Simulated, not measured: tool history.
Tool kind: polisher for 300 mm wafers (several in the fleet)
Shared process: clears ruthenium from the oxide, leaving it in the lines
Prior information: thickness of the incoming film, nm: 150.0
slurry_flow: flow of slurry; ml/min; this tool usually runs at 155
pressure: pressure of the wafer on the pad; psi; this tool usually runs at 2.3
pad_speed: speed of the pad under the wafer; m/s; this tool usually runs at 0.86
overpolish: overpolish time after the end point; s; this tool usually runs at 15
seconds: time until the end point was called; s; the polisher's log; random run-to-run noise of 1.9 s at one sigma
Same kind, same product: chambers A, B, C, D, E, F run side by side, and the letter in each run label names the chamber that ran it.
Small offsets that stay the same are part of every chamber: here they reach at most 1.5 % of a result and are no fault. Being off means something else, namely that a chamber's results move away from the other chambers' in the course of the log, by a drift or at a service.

run 1C day=0.275 | slurry_flow=155 pressure=2.3 pad_speed=0.86 overpolish=15 | seconds=166.40
run 2A day=0.529 | slurry_flow=155 pressure=2.3 pad_speed=0.86 overpolish=15 | seconds=165.07
run 3D day=0.738 | slurry_flow=155 pressure=2.3 pad_speed=0.86 overpolish=15 | seconds=164.95
run 4B day=1.017 | slurry_flow=155 pressure=2.3 pad_speed=0.86 overpolish=15 | seconds=164.23
run 5F day=1.229 | slurry_flow=155 pressure=1.5 pad_speed=0.86 overpolish=15 | seconds=248.25
run 6E day=1.438 | slurry_flow=155 pressure=1.5 pad_speed=0.86 overpolish=15 | seconds=251.64
run 7E day=1.779 | slurry_flow=155 pressure=1.5 pad_speed=0.86 overpolish=15 | seconds=254.93
run 8F day=2.012 | slurry_flow=155 pressure=1.5 pad_speed=0.86 overpolish=15 | seconds=261.07
-- day=2.021 chamber E: worn pad replaced by a new one
run 9B day=2.262 | slurry_flow=155 pressure=1.5 pad_speed=0.86 overpolish=15 | seconds=257.19
run 10C day=2.450 | slurry_flow=155 pressure=1.5 pad_speed=0.86 overpolish=15 | seconds=255.56
-- day=2.612 chamber F: slurry nozzle cleaned
run 11A day=2.758 | slurry_flow=155 pressure=2.3 pad_speed=1.14 overpolish=20 | seconds=124.71
run 12D day=3.071 | slurry_flow=155 pressure=2.3 pad_speed=1.14 overpolish=20 | seconds=123.38
run 13F day=3.417 | slurry_flow=155 pressure=2.3 pad_speed=1.14 overpolish=20 | seconds=125.28
-- day=3.492 chamber B: worn pad replaced by a new one
run 14C day=3.588 | slurry_flow=155 pressure=2.3 pad_speed=1.14 overpolish=20 | seconds=123.89
run 15D day=3.821 | slurry_flow=155 pressure=2.3 pad_speed=1.14 overpolish=20 | seconds=123.35
run 16B day=4.096 | slurry_flow=155 pressure=2.3 pad_speed=1.14 overpolish=20 | seconds=125.94
run 17A day=4.421 | slurry_flow=155 pressure=2.3 pad_speed=0.86 overpolish=15 | seconds=166.96
-- day=4.562 chamber B: slurry nozzle cleaned
run 18E day=4.704 | slurry_flow=155 pressure=2.3 pad_speed=0.86 overpolish=15 | seconds=166.22
run 19D day=4.954 | slurry_flow=105 pressure=2.3 pad_speed=0.86 overpolish=15 | seconds=179.24
run 20C day=5.246 | slurry_flow=105 pressure=2.3 pad_speed=0.86 overpolish=15 | seconds=180.76
-- day=5.525 chamber A: slurry nozzle cleaned
run 21A day=5.533 | slurry_flow=105 pressure=2.3 pad_speed=0.86 overpolish=15 | seconds=181.25
-- day=5.700 chamber E: worn pad replaced by a new one
run 22E day=5.792 | slurry_flow=105 pressure=2.3 pad_speed=0.86 overpolish=15 | seconds=175.99
-- day=5.871 chamber D: worn pad replaced by a new one
run 23B day=5.962 | slurry_flow=105 pressure=2.3 pad_speed=0.86 overpolish=15 | seconds=181.86
-- day=5.971 chamber C: worn pad replaced by a new one
run 24F day=6.238 | slurry_flow=105 pressure=2.3 pad_speed=0.86 overpolish=15 | seconds=184.74
-- day=6.412 chamber A: worn pad replaced by a new one
run 25B day=6.438 | slurry_flow=155 pressure=2.3 pad_speed=1.16 overpolish=15 | seconds=123.93
run 26C day=6.596 | slurry_flow=155 pressure=2.3 pad_speed=1.16 overpolish=15 | seconds=122.48
run 27E day=6.908 | slurry_flow=155 pressure=2.3 pad_speed=1.16 overpolish=15 | seconds=124.92
run 28D day=7.212 | slurry_flow=155 pressure=2.3 pad_speed=1.16 overpolish=15 | seconds=123.39
run 29A day=7.488 | slurry_flow=155 pressure=2.3 pad_speed=1.16 overpolish=15 | seconds=122.23
run 30F day=7.733 | slurry_flow=155 pressure=2.3 pad_speed=1.16 overpolish=15 | seconds=129.51
run 31E day=7.979 | slurry_flow=155 pressure=2.3 pad_speed=0.86 overpolish=15 | seconds=163.46
-- day=8.054 chamber E: slurry nozzle cleaned
-- day=8.133 chamber B: worn pad replaced by a new one
run 32B day=8.208 | slurry_flow=155 pressure=1.5 pad_speed=0.86 overpolish=15 | seconds=251.15
run 33D day=8.442 | slurry_flow=155 pressure=1.5 pad_speed=0.86 overpolish=15 | seconds=250.64
run 34A day=8.704 | slurry_flow=155 pressure=1.5 pad_speed=0.86 overpolish=15 | seconds=247.21
run 35C day=8.908 | slurry_flow=155 pressure=1.5 pad_speed=0.86 overpolish=15 | seconds=252.15
run 36F day=9.112 | slurry_flow=155 pressure=1.5 pad_speed=0.86 overpolish=15 | seconds=273.23
run 37E day=9.454 | slurry_flow=155 pressure=1.5 pad_speed=0.86 overpolish=15 | seconds=258.95
run 38C day=9.692 | slurry_flow=155 pressure=2.3 pad_speed=0.86 overpolish=15 | seconds=166.56
run 39B day=9.875 | slurry_flow=155 pressure=2.3 pad_speed=0.86 overpolish=15 | seconds=167.67

The same settings go to every chamber for the next run, one line per chamber below. Forecast the results for each:
run 40A day=10.125 | slurry_flow=155 pressure=2.3 pad_speed=0.58 overpolish=15 | seconds=?
run 40B day=10.125 | slurry_flow=155 pressure=2.3 pad_speed=0.58 overpolish=15 | seconds=?
run 40C day=10.125 | slurry_flow=155 pressure=2.3 pad_speed=0.58 overpolish=15 | seconds=?
run 40D day=10.125 | slurry_flow=155 pressure=2.3 pad_speed=0.58 overpolish=15 | seconds=?
run 40E day=10.125 | slurry_flow=155 pressure=2.3 pad_speed=0.58 overpolish=15 | seconds=?
run 40F day=10.125 | slurry_flow=155 pressure=2.3 pad_speed=0.58 overpolish=15 | seconds=?

run=40A seconds=240.03
run=40B seconds=241.34
run=40C seconds=244.46
run=40D seconds=250.23
run=40E seconds=245.84
run=40F seconds=273.35
